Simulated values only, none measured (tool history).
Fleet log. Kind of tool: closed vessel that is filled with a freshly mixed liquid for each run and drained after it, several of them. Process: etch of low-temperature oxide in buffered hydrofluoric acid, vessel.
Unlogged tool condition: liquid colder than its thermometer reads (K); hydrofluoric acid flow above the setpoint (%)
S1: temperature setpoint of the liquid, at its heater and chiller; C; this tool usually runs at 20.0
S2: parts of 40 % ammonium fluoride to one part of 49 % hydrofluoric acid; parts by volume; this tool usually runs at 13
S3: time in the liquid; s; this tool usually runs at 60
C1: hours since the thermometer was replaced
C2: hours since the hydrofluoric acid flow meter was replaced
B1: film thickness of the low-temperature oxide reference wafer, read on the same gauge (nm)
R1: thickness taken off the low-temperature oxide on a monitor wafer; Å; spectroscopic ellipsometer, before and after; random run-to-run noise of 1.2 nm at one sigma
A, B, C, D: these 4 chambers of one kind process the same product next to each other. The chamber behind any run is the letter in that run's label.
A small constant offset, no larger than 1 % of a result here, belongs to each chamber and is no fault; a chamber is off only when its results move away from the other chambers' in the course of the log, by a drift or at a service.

Run 1A, day 0.338: usual settings; C1 1937.5; C2 106.8; B1 40.033. Result: R1 1775.6 Å.
Run 2B, day 0.771: usual settings; C1 2018.7; C2 1035.1; B1 40.022. Result: R1 1772.7 Å.
Run 3D, day 1.058: usual settings; C1 3159.6; C2 753.9; B1 39.987. Result: R1 1787.3 Å.
Run 4C, day 1.588: usual settings; C1 974.3; C2 430.2; B1 40.007. Result: R1 1775.8 Å.
Run 5C, day 2.146: usual settings; C1 987.7; C2 443.6; B1 39.955. Result: R1 1768.8 Å.
Run 6A, day 2.588: usual settings; C1 1991.5; C2 160.8; B1 39.979. Result: R1 1763.5 Å.
Run 7B, day 2.983: usual settings; C1 2071.8; C2 1088.2; B1 40.016. Result: R1 1777.9 Å.
Run 8D, day 3.325: usual settings; C1 3214.0; C2 808.3; B1 40.025. Result: R1 1792.6 Å.
Run 9A, day 3.579: usual settings; C1 2015.3; C2 184.6; B1 39.971. Result: R1 1775.3 Å.
Run 10D, day 3.929: usual settings; C1 3228.5; C2 822.8; B1 40.006. Result: R1 1775.1 Å.
Run 11B, day 4.192: usual settings; C1 2100.8; C2 1117.2; B1 39.988. Result: R1 1776.7 Å.
Run 12C, day 4.583: usual settings; C1 1046.2; C2 502.1; B1 40.022. Result: R1 1778.3 Å.
Run 13D, day 4.988: usual settings but S1 17.0 C, S3 90 s; C1 3253.9; C2 848.2; B1 39.998. Result: R1 2299.2 Å.
Run 14A, day 5.546: usual settings but S1 17.0 C, S3 90 s; C1 2062.5; C2 231.8; B1 40.032. Result: R1 2230.5 Å.
Run 15B, day 5.842: usual settings but S1 17.0 C, S3 90 s; C1 2140.4; C2 1156.8; B1 40.003. Result: R1 2309.1 Å.
Run 16C, day 6.275: usual settings but S1 17.0 C, S3 90 s; C1 1086.8; C2 542.7; B1 39.972. Result: R1 2245.5 Å.
At day 6.492: chamber D: thermometer replaced.
Run 17A, day 6.596: usual settings; C1 2087.7; C2 257.0; B1 39.986. Result: R1 1772.1 Å.
Run 18D, day 6.950: usual settings; C1 11.0; C2 895.3; B1 39.992. Result: R1 1854.6 Å.
Run 19B, day 7.350: usual settings; C1 2176.6; C2 1193.0; B1 39.993. Result: R1 1789.2 Å.
Run 20C, day 7.896: usual settings; C1 1125.7; C2 581.6; B1 40.058. Result: R1 1768.8 Å.
Run 21C, day 8.279: usual settings; C1 1134.9; C2 590.8; B1 39.985. Result: R1 1764.0 Å.
Run 22D, day 8.617: usual settings; C1 51.0; C2 935.3; B1 39.992. Result: R1 1862.9 Å.
Run 23B, day 8.946: usual settings but S2 15 parts by volume, S3 90 s; C1 2214.9; C2 1231.3; B1 39.984. Result: R1 2330.6 Å.
Run 24A, day 9.321: usual settings but S2 15 parts by volume, S3 90 s; C1 2153.1; C2 322.4; B1 40.020. Result: R1 2286.2 Å.
Run 25C, day 9.579: usual settings but S2 15 parts by volume, S3 90 s; C1 1166.1; C2 622.0; B1 40.018. Result: R1 2322.8 Å.
Run 26D, day 9.954: usual settings but S2 15 parts by volume, S3 90 s; C1 83.1; C2 967.4; B1 40.055. Result: R1 2439.2 Å.
Run 27B, day 10.304: usual settings; C1 2247.5; C2 1263.9; B1 40.007. Result: R1 1790.3 Å.
Run 28A, day 10.575: usual settings but S3 80 s; C1 2183.2; C2 352.5; B1 40.024. Result: R1 2337.3 Å.
Run 29A, day 11.079: usual settings but S3 80 s; C1 2195.3; C2 364.6; B1 39.994. Result: R1 2337.4 Å.
Run 30D, day 11.483: usual settings but S3 80 s; C1 119.8; C2 1004.1; B1 40.052. Result: R1 2573.8 Å.
Run 31C, day 11.888: usual settings but S3 80 s; C1 1221.5; C2 677.4; B1 39.970. Result: R1 2353.0 Å.
Run 32B, day 12.433: usual settings; C1 2298.6; C2 1315.0; B1 39.969. Result: R1 1790.7 Å.
Run 33B, day 12.875: usual settings; C1 2309.2; C2 1325.6; B1 39.988. Result: R1 1774.2 Å.
At day 13.000: chamber A: thermometer replaced.
Run 34A, day 13.162: usual settings; C1 4.0; C2 414.6; B1 40.027. Result: R1 1745.8 Å.
Run 35C, day 13.421: usual settings; C1 1258.3; C2 714.2; B1 39.999. Result: R1 1785.4 Å.
Run 36D, day 13.838: usual settings; C1 176.3; C2 1060.6; B1 40.006. Result: R1 1959.0 Å.
Run 37D, day 14.258: usual settings; C1 186.4; C2 1070.7; B1 39.995. Result: R1 1937.0 Å.
Run 38C, day 14.762: usual settings; C1 1290.5; C2 746.4; B1 40.047. Result: R1 1778.7 Å.
Run 39B, day 15.308: usual settings but S1 22.5 C; C1 2367.6; C2 1384.0; B1 40.016. Result: R1 2044.2 Å.
Run 40A, day 15.750: usual settings but S1 22.5 C; C1 66.1; C2 476.7; B1 39.955. Result: R1 2029.0 Å.

Which is it: a chamber that has drifted or been left off by a service, a gauge drift common to all chambers, or only each chamber's usual small offset? If a chamber is off, name it and its likeliest cause.

It is chamber D that slowly wanders off from its peers.
Most likely cause: hydrofluoric acid flow above the setpoint (%) = 10.

Here are 4 candidates for chamber D's next run, each the usual settings with a change, their results left as question marks. Which one brings its results back in line with what the others give on the usual settings?
To be in line, a result may differ from the other chambers' mean on the usual settings by at most: R1 42.0 Å
Run 41D-1, day 16.150: usual settings but S2 14.5 parts by volume. Result: R1 ?.
Run 41D-2, day 16.150: usual settings but S1 21.0 C. Result: R1 ?.
Run 41D-3, day 16.150: usual settings but S1 19.0 C. Result: R1 ?.
Run 41D-4, day 16.150: usual settings but S1 20.5 C, S2 12.0 parts by volume. Result: R1 ?.

Other chambers, usual settings, mean: R1 1774.8 Å
  run      R1
41D-1  1768.9
41D-2  2081.0
41D-3  1863.6
41D-4  2190.0
41D-1 is the one that brings the chamber's results back in line with the other chambers.
